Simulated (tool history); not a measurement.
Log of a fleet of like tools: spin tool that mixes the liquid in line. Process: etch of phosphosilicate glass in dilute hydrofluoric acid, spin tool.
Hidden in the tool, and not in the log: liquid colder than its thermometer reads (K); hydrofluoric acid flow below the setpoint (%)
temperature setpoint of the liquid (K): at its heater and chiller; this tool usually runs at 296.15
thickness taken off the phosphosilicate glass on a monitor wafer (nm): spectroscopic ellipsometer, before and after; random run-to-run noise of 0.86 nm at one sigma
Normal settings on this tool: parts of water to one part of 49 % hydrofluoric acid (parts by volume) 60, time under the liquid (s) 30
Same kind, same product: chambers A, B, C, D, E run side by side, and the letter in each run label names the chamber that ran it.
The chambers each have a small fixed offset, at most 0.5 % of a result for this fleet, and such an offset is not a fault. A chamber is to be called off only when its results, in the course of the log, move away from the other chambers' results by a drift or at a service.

| run | hour | temperature setpoint of the liquid (K) | parts of water to one part of 49 % hydrofluoric acid (parts by volume) | time under the liquid (s) | hours since the thermometer was replaced | hours since the hydrofluoric acid flow meter was replaced | read-back film thickness of the phosphosilicate glass reference wafer, read on the same gauge (nm) | thickness taken off the phosphosilicate glass on a monitor wafer (nm) |
|---|---|---|---|---|---|---|---|---|
| 1C | 11.7 | 296.15 | 60 | 30 | 979.5 | 1744.7 | 100.01 | 99.965 |
| 2B | 17.4 | 296.15 | 60 | 30 | 1056.9 | 1762.1 | 100.02 | 100.78 |
| 3A | 27.4 | 296.15 | 60 | 30 | 810.7 | 1205.3 | 100 | 100 |
| 4D | 35.6 | 296.15 | 60 | 30 | 292.1 | 223.1 | 99.981 | 100.18 |
| 5E | 46.1 | 296.15 | 60 | 30 | 317.2 | 1370.7 | 100.01 | 101.29 |
| 6E | 57.5 | 296.15 | 60 | 30 | 328.6 | 1382.1 | 100.01 | 101.1 |
| 7D | 63.4 | 296.15 | 75 | 40 | 319.9 | 250.9 | 100 | 106.71 |
| 8C | 73.9 | 296.15 | 75 | 40 | 1041.7 | 1806.9 | 100.01 | 104.53 |
| 9B | 81 | 296.15 | 75 | 40 | 1120.5 | 1825.7 | 100.01 | 103.52 |
| 10A | 90.5 | 296.15 | 75 | 40 | 873.8 | 1268.4 | 99.997 | 105.68 |
| 11B | 103.2 | 296.15 | 75 | 40 | 1142.7 | 1847.9 | 100 | 104.44 |
| 12E | 109.2 | 296.15 | 60 | 30 | 380.3 | 1433.8 | 99.98 | 99.273 |
| 13C | 114.9 | 296.15 | 60 | 30 | 1082.7 | 1847.9 | 99.994 | 100.75 |
| 14A | 121.5 | 296.15 | 60 | 30 | 904.8 | 1299.4 | 100.02 | 100.76 |
| 15D | 133.6 | 296.15 | 60 | 30 | 390.1 | 321.1 | 99.991 | 101.2 |
| 16E | 142.1 | 296.15 | 60 | 15 | 413.2 | 1466.7 | 99.994 | 48.83 |
|  | 143.3 | chamber B: thermometer replaced |
| 17B | 147.8 | 296.15 | 60 | 15 | 4.6 | 1892.5 | 100 | 49.524 |
| 18D | 156 | 296.15 | 60 | 15 | 412.5 | 343.5 | 100.01 | 51.45 |
| 19C | 162.3 | 296.15 | 60 | 15 | 1130.1 | 1895.3 | 100 | 51.075 |
| 20A | 173.1 | 296.15 | 60 | 15 | 956.4 | 1351 | 100.01 | 49.95 |
| 21E | 178.8 | 296.15 | 60 | 30 | 449.9 | 1503.4 | 99.981 | 97.815 |
| 22C | 190 | 296.15 | 60 | 30 | 1157.8 | 1923 | 99.993 | 100.8 |
|  | 192.3 | chamber B: hydrofluoric acid flow meter replaced |
| 23A | 200.6 | 296.15 | 60 | 30 | 983.9 | 1378.5 | 100 | 101.51 |
| 24B | 211.7 | 296.15 | 60 | 30 | 68.5 | 19.5 | 100 | 100.68 |
| 25D | 217.7 | 296.15 | 60 | 30 | 474.2 | 405.2 | 99.999 | 100.46 |
| 26D | 224.3 | 296.15 | 60 | 30 | 480.8 | 411.8 | 99.972 | 100.76 |
|  | 233.2 | chamber C: thermometer replaced |
| 27E | 236.4 | 296.15 | 60 | 30 | 507.5 | 1561 | 99.991 | 95.872 |
| 28C | 243.1 | 296.15 | 60 | 30 | 9.9 | 1976.1 | 99.999 | 101.35 |
|  | 247.3 | chamber A: hydrofluoric acid flow meter replaced |
| 29B | 249 | 296.15 | 60 | 30 | 105.8 | 56.8 | 99.998 | 101.36 |
| 30A | 260.6 | 296.15 | 60 | 30 | 1043.9 | 13.3 | 99.988 | 99.604 |
| 31A | 268.9 | 296.15 | 80 | 30 | 1052.2 | 21.6 | 99.985 | 73.681 |
| 32D | 281 | 296.15 | 80 | 30 | 537.5 | 468.5 | 100.01 | 74.355 |
| 33B | 287.6 | 296.15 | 80 | 30 | 144.4 | 95.4 | 100.01 | 73.411 |
| 34C | 294.4 | 296.15 | 80 | 30 | 61.2 | 2027.4 | 99.982 | 74.302 |
| 35E | 302.9 | 296.15 | 80 | 30 | 574 | 1627.5 | 100.01 | 69.896 |
| 36C | 313.3 | 296.15 | 60 | 30 | 80.1 | 2046.3 | 99.989 | 102.38 |
| 37B | 325 | 296.15 | 60 | 30 | 181.8 | 132.8 | 100 | 100.12 |

All 5 chambers run these settings next. Forecast each chamber's results:
| 38A | 334.1 | 296.15 | 60 | 30 |  |  |  | ? |
| 38B | 334.1 | 296.15 | 60 | 30 |  |  |  | ? |
| 38C | 334.1 | 296.15 | 60 | 30 |  |  |  | ? |
| 38D | 334.1 | 296.15 | 60 | 30 |  |  |  | ? |
| 38E | 334.1 | 296.15 | 60 | 30 |  |  |  | ? |

| run | thickness taken off the phosphosilicate glass on a monitor wafer (nm) |
|---|---|
| 38A | 100.87 |
| 38B | 100.98 |
| 38C | 101.29 |
| 38D | 100.69 |
| 38E | 94.803 |
